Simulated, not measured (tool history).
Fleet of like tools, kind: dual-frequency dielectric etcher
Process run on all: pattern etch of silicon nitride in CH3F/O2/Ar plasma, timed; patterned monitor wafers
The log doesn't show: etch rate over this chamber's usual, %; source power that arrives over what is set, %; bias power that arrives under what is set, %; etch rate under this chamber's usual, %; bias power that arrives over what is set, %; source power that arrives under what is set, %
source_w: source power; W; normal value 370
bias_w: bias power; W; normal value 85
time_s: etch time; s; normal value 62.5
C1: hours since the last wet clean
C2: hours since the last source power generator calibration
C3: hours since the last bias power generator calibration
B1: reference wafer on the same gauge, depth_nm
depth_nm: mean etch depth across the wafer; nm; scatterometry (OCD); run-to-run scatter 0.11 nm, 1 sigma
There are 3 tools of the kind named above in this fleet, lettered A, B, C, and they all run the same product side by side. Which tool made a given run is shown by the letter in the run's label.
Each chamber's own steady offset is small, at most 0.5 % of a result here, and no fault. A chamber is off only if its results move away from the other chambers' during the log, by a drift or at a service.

{"run": "1A", "day": 0.129, "source_w": 370, "bias_w": 85, "time_s": 62.5, "C1": 171.4, "C2": 666.9, "C3": 1183.3, "B1": 39.704, "depth_nm": 45.04}
{"run": "2C", "day": 0.246, "source_w": 370, "bias_w": 85, "time_s": 62.5, "C1": 323.1, "C2": 3294.8, "C3": 2582.6, "B1": 39.713, "depth_nm": 44.843}
{"run": "3B", "day": 0.471, "source_w": 370, "bias_w": 85, "time_s": 62.5, "C1": 337.1, "C2": 3662.9, "C3": 1698.1, "B1": 39.7, "depth_nm": 45.068}
{"run": "4C", "day": 0.608, "source_w": 370, "bias_w": 85, "time_s": 62.5, "C1": 331.8, "C2": 3303.5, "C3": 2591.3, "B1": 39.71, "depth_nm": 44.933}
{"run": "5B", "day": 0.842, "source_w": 370, "bias_w": 85, "time_s": 62.5, "C1": 346.0, "C2": 3671.8, "C3": 1707.0, "B1": 39.712, "depth_nm": 45.248}
{"run": "6A", "day": 1.0, "source_w": 370, "bias_w": 85, "time_s": 62.5, "C1": 192.3, "C2": 687.8, "C3": 1204.2, "B1": 39.708, "depth_nm": 44.941}
{"day": 1.175, "done": "chamber B: wet clean of the chamber"}
{"run": "7C", "day": 1.175, "source_w": 370, "bias_w": 85, "time_s": 62.5, "C1": 345.4, "C2": 3317.1, "C3": 2604.9, "B1": 39.697, "depth_nm": 44.878}
{"run": "8A", "day": 1.333, "source_w": 370, "bias_w": 104, "time_s": 73.5, "C1": 200.3, "C2": 695.8, "C3": 1212.2, "B1": 39.712, "depth_nm": 56.857}
{"run": "9B", "day": 1.508, "source_w": 370, "bias_w": 104, "time_s": 73.5, "C1": 8.0, "C2": 3687.8, "C3": 1723.0, "B1": 39.689, "depth_nm": 55.319}
{"run": "10B", "day": 1.738, "source_w": 370, "bias_w": 104, "time_s": 73.5, "C1": 13.5, "C2": 3693.3, "C3": 1728.5, "B1": 39.715, "depth_nm": 55.178}
{"run": "11A", "day": 1.888, "source_w": 370, "bias_w": 85, "time_s": 62.5, "C1": 213.6, "C2": 709.1, "C3": 1225.5, "B1": 39.673, "depth_nm": 44.895}
{"day": 2.038, "done": "chamber B: bias power generator calibrated"}
{"run": "12C", "day": 2.083, "source_w": 370, "bias_w": 85, "time_s": 62.5, "C1": 367.2, "C2": 3338.9, "C3": 2626.7, "B1": 39.718, "depth_nm": 44.842}
{"run": "13C", "day": 2.212, "source_w": 370, "bias_w": 85, "time_s": 62.5, "C1": 370.3, "C2": 3342.0, "C3": 2629.8, "B1": 39.712, "depth_nm": 45.058}
{"run": "14A", "day": 2.383, "source_w": 370, "bias_w": 85, "time_s": 62.5, "C1": 225.5, "C2": 721.0, "C3": 1237.4, "B1": 39.733, "depth_nm": 45.034}
{"run": "15B", "day": 2.55, "source_w": 420, "bias_w": 85, "time_s": 47.5, "C1": 33.0, "C2": 3712.8, "C3": 12.4, "B1": 39.698, "depth_nm": 34.982}
{"run": "16A", "day": 2.729, "source_w": 420, "bias_w": 85, "time_s": 47.5, "C1": 233.8, "C2": 729.3, "C3": 1245.7, "B1": 39.725, "depth_nm": 35.731}
{"run": "17C", "day": 2.925, "source_w": 420, "bias_w": 85, "time_s": 47.5, "C1": 387.4, "C2": 3359.1, "C3": 2646.9, "B1": 39.698, "depth_nm": 35.698}
{"day": 2.95, "done": "chamber C: source power generator calibrated"}
{"run": "18B", "day": 3.142, "source_w": 370, "bias_w": 66, "time_s": 51.5, "C1": 47.2, "C2": 3727.0, "C3": 26.6, "B1": 39.725, "depth_nm": 33.102}
{"run": "19B", "day": 3.346, "source_w": 370, "bias_w": 66, "time_s": 51.5, "C1": 52.1, "C2": 3731.9, "C3": 31.5, "B1": 39.67, "depth_nm": 32.997}
{"run": "20A", "day": 3.5, "source_w": 370, "bias_w": 66, "time_s": 51.5, "C1": 252.3, "C2": 747.8, "C3": 1264.2, "B1": 39.69, "depth_nm": 33.931}
{"run": "21C", "day": 3.625, "source_w": 370, "bias_w": 85, "time_s": 62.5, "C1": 404.2, "C2": 16.2, "C3": 2663.7, "B1": 39.711, "depth_nm": 44.921}

One chamber off, gauge drift, or nothing amiss beyond the chambers' own small offsets? If it is a chamber, which one, and what is the likeliest cause?

A service on chamber B put it out of line with the rest.
Most likely cause: etch rate under this chamber's usual, % = 3.19.

Here are 4 candidates for chamber B's next run, each the usual settings with a change, their results left as question marks. Which one brings its results back in line with what the others give on the usual settings?
In line here means within this much of the mean the other chambers give on the usual settings: depth_nm 0.380 nm
{"run": "22B-1", "day": 3.8, "source_w": 370, "bias_w": 85, "time_s": 62.0, "depth_nm": "?"}
{"run": "22B-2", "day": 3.8, "source_w": 370, "bias_w": 85, "time_s": 61.0, "depth_nm": "?"}
{"run": "22B-3", "day": 3.8, "source_w": 370, "bias_w": 85, "time_s": 63.0, "depth_nm": "?"}
{"run": "22B-4", "day": 3.8, "source_w": 370, "bias_w": 86, "time_s": 64.0, "depth_nm": "?"}

On the usual settings, the other chambers give on average: depth_nm 44.957 nm
run=22B-1 depth_nm=43.464
run=22B-2 depth_nm=42.763
run=22B-3 depth_nm=44.165
run=22B-4 depth_nm=45.051
It is 22B-4 that realigns the chamber with its peers.

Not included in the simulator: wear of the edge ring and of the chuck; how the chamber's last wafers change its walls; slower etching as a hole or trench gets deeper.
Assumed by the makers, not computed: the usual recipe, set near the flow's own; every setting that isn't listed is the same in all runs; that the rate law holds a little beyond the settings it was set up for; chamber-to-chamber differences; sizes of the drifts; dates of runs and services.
